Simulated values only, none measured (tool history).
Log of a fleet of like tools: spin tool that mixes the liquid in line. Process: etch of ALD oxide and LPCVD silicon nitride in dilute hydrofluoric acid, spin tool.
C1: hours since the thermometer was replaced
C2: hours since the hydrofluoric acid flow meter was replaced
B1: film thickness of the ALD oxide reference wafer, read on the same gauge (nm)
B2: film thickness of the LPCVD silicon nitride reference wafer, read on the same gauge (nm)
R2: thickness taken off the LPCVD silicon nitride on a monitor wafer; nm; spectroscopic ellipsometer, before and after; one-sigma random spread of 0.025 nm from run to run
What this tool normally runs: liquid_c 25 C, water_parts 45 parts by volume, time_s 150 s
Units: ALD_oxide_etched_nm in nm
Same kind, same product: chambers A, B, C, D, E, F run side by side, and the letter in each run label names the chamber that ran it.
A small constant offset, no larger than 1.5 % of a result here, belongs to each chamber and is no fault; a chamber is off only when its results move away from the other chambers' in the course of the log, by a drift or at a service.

run 1A hour=3.2 | liquid_c=25 water_parts=45 time_s=150 | C1=410.5 C2=118.7 | B1=130.00 B2=119.97 | ALD_oxide_etched_nm=45.342 R2=1.9819
run 2B hour=8.1 | liquid_c=25 water_parts=45 time_s=150 | C1=157.8 C2=2078.8 | B1=130.01 B2=120.00 | ALD_oxide_etched_nm=45.917 R2=1.9617
run 3F hour=13.6 | liquid_c=25 water_parts=45 time_s=150 | C1=1863.1 C2=998.2 | B1=129.99 B2=120.00 | ALD_oxide_etched_nm=45.583 R2=1.9675
-- hour=14.6 chamber F: hydrofluoric acid flow meter replaced
run 4E hour=18.9 | liquid_c=25 water_parts=45 time_s=150 | C1=1389.9 C2=1255.9 | B1=130.01 B2=120.01 | ALD_oxide_etched_nm=45.508 R2=1.9533
run 5C hour=22.9 | liquid_c=25 water_parts=45 time_s=150 | C1=109.3 C2=108.9 | B1=130.01 B2=119.99 | ALD_oxide_etched_nm=45.517 R2=1.9781
run 6D hour=27.3 | liquid_c=25 water_parts=45 time_s=150 | C1=1304.9 C2=683.6 | B1=129.97 B2=120.00 | ALD_oxide_etched_nm=44.771 R2=1.9290
run 7D hour=32.0 | liquid_c=25 water_parts=45 time_s=150 | C1=1309.6 C2=688.3 | B1=130.02 B2=120.01 | ALD_oxide_etched_nm=44.651 R2=1.9194
run 8F hour=35.2 | liquid_c=25 water_parts=45 time_s=150 | C1=1884.7 C2=20.7 | B1=130.00 B2=119.99 | ALD_oxide_etched_nm=45.641 R2=2.0054
run 9E hour=40.8 | liquid_c=27 water_parts=45 time_s=150 | C1=1411.8 C2=1277.8 | B1=129.96 B2=119.97 | ALD_oxide_etched_nm=49.356 R2=2.2303
run 10A hour=46.0 | liquid_c=27 water_parts=45 time_s=150 | C1=453.3 C2=161.5 | B1=130.02 B2=119.99 | ALD_oxide_etched_nm=49.407 R2=2.2011
run 11B hour=52.2 | liquid_c=27 water_parts=45 time_s=150 | C1=201.9 C2=2122.9 | B1=129.99 B2=120.03 | ALD_oxide_etched_nm=49.657 R2=2.1882
run 12C hour=57.5 | liquid_c=27 water_parts=45 time_s=150 | C1=143.9 C2=143.5 | B1=130.02 B2=119.99 | ALD_oxide_etched_nm=49.540 R2=2.2313
run 13B hour=63.9 | liquid_c=27 water_parts=45 time_s=150 | C1=213.6 C2=2134.6 | B1=130.01 B2=120.00 | ALD_oxide_etched_nm=49.830 R2=2.1888
run 14C hour=71.0 | liquid_c=27 water_parts=45 time_s=150 | C1=157.4 C2=157.0 | B1=129.96 B2=120.01 | ALD_oxide_etched_nm=49.004 R2=2.2465
run 15F hour=77.3 | liquid_c=25 water_parts=45 time_s=150 | C1=1926.8 C2=62.8 | B1=129.96 B2=120.00 | ALD_oxide_etched_nm=45.513 R2=1.8939
run 16E hour=81.1 | liquid_c=25 water_parts=60 time_s=225 | C1=1452.1 C2=1318.1 | B1=129.99 B2=119.98 | ALD_oxide_etched_nm=50.330 R2=2.1770
run 17A hour=86.0 | liquid_c=25 water_parts=60 time_s=225 | C1=493.3 C2=201.5 | B1=130.01 B2=120.02 | ALD_oxide_etched_nm=49.686 R2=2.2443
run 18D hour=89.3 | liquid_c=25 water_parts=60 time_s=225 | C1=1366.9 C2=745.6 | B1=129.98 B2=120.01 | ALD_oxide_etched_nm=49.780 R2=2.2054
run 19C hour=93.3 | liquid_c=25 water_parts=60 time_s=225 | C1=179.7 C2=179.3 | B1=130.01 B2=120.00 | ALD_oxide_etched_nm=50.061 R2=2.2198
run 20D hour=97.7 | liquid_c=25 water_parts=60 time_s=225 | C1=1375.3 C2=754.0 | B1=129.99 B2=119.99 | ALD_oxide_etched_nm=49.951 R2=2.1967
run 21E hour=101.8 | liquid_c=25 water_parts=60 time_s=225 | C1=1472.8 C2=1338.8 | B1=130.01 B2=120.00 | ALD_oxide_etched_nm=50.836 R2=2.2598
-- hour=102.1 chamber B: hydrofluoric acid flow meter replaced
run 22B hour=109.0 | liquid_c=25 water_parts=45 time_s=150 | C1=258.7 C2=6.9 | B1=129.99 B2=119.98 | ALD_oxide_etched_nm=46.088 R2=1.9314
run 23A hour=112.3 | liquid_c=25 water_parts=45 time_s=150 | C1=519.6 C2=227.8 | B1=130.00 B2=119.99 | ALD_oxide_etched_nm=45.393 R2=1.8967
run 24F hour=116.7 | liquid_c=25 water_parts=45 time_s=150 | C1=1966.2 C2=102.2 | B1=129.99 B2=120.01 | ALD_oxide_etched_nm=45.604 R2=1.9660
run 25A hour=121.5 | liquid_c=25 water_parts=45 time_s=150 | C1=528.8 C2=237.0 | B1=129.98 B2=120.01 | ALD_oxide_etched_nm=45.778 R2=1.9872
run 26E hour=125.7 | liquid_c=25 water_parts=45 time_s=150 | C1=1496.7 C2=1362.7 | B1=129.99 B2=120.00 | ALD_oxide_etched_nm=45.581 R2=1.9877
run 27C hour=129.7 | liquid_c=25 water_parts=45 time_s=150 | C1=216.1 C2=215.7 | B1=129.97 B2=120.00 | ALD_oxide_etched_nm=45.669 R2=1.9371
run 28D hour=133.1 | liquid_c=25 water_parts=45 time_s=150 | C1=1410.7 C2=789.4 | B1=130.01 B2=120.01 | ALD_oxide_etched_nm=44.912 R2=1.9433
run 29B hour=136.3 | liquid_c=25 water_parts=45 time_s=150 | C1=286.0 C2=34.2 | B1=129.99 B2=120.00 | ALD_oxide_etched_nm=46.096 R2=1.9337
run 30F hour=141.7 | liquid_c=25 water_parts=45 time_s=150 | C1=1991.2 C2=127.2 | B1=129.98 B2=119.99 | ALD_oxide_etched_nm=45.997 R2=1.9335
run 31C hour=148.6 | liquid_c=25 water_parts=45 time_s=150 | C1=235.0 C2=234.6 | B1=129.99 B2=119.99 | ALD_oxide_etched_nm=45.448 R2=1.9851
run 32A hour=153.7 | liquid_c=25 water_parts=45 time_s=150 | C1=561.0 C2=269.2 | B1=130.00 B2=119.99 | ALD_oxide_etched_nm=45.668 R2=1.9637
run 33F hour=157.3 | liquid_c=25 water_parts=45 time_s=150 | C1=2006.8 C2=142.8 | B1=130.01 B2=120.02 | ALD_oxide_etched_nm=45.573 R2=1.9357
run 34E hour=162.4 | liquid_c=25 water_parts=45 time_s=150 | C1=1533.4 C2=1399.4 | B1=129.97 B2=119.99 | ALD_oxide_etched_nm=45.758 R2=1.9661
run 35D hour=167.7 | liquid_c=25 water_parts=45 time_s=150 | C1=1445.3 C2=824.0 | B1=130.02 B2=120.00 | ALD_oxide_etched_nm=45.505 R2=1.9480
run 36B hour=173.1 | liquid_c=25 water_parts=45 time_s=150 | C1=322.8 C2=71.0 | B1=130.00 B2=120.01 | ALD_oxide_etched_nm=46.073 R2=1.9643
run 37E hour=178.3 | liquid_c=25 water_parts=45 time_s=150 | C1=1549.3 C2=1415.3 | B1=130.00 B2=120.01 | ALD_oxide_etched_nm=45.921 R2=2.0006

Next, every chamber runs the same settings. What will each give?
run 38A hour=183.5 | liquid_c=25 water_parts=45 time_s=150 | ALD_oxide_etched_nm=? R2=?
run 38B hour=183.5 | liquid_c=25 water_parts=45 time_s=150 | ALD_oxide_etched_nm=? R2=?
run 38C hour=183.5 | liquid_c=25 water_parts=45 time_s=150 | ALD_oxide_etched_nm=? R2=?
run 38D hour=183.5 | liquid_c=25 water_parts=45 time_s=150 | ALD_oxide_etched_nm=? R2=?
run 38E hour=183.5 | liquid_c=25 water_parts=45 time_s=150 | ALD_oxide_etched_nm=? R2=?
run 38F hour=183.5 | liquid_c=25 water_parts=45 time_s=150 | ALD_oxide_etched_nm=? R2=?

run=38A ALD_oxide_etched_nm=45.001 R2=1.9579
run=38B ALD_oxide_etched_nm=46.099 R2=1.9173
run=38C ALD_oxide_etched_nm=45.375 R2=2.0143
run=38D ALD_oxide_etched_nm=44.951 R2=1.9743
run=38E ALD_oxide_etched_nm=45.500 R2=1.9155
run=38F ALD_oxide_etched_nm=45.720 R2=1.9430

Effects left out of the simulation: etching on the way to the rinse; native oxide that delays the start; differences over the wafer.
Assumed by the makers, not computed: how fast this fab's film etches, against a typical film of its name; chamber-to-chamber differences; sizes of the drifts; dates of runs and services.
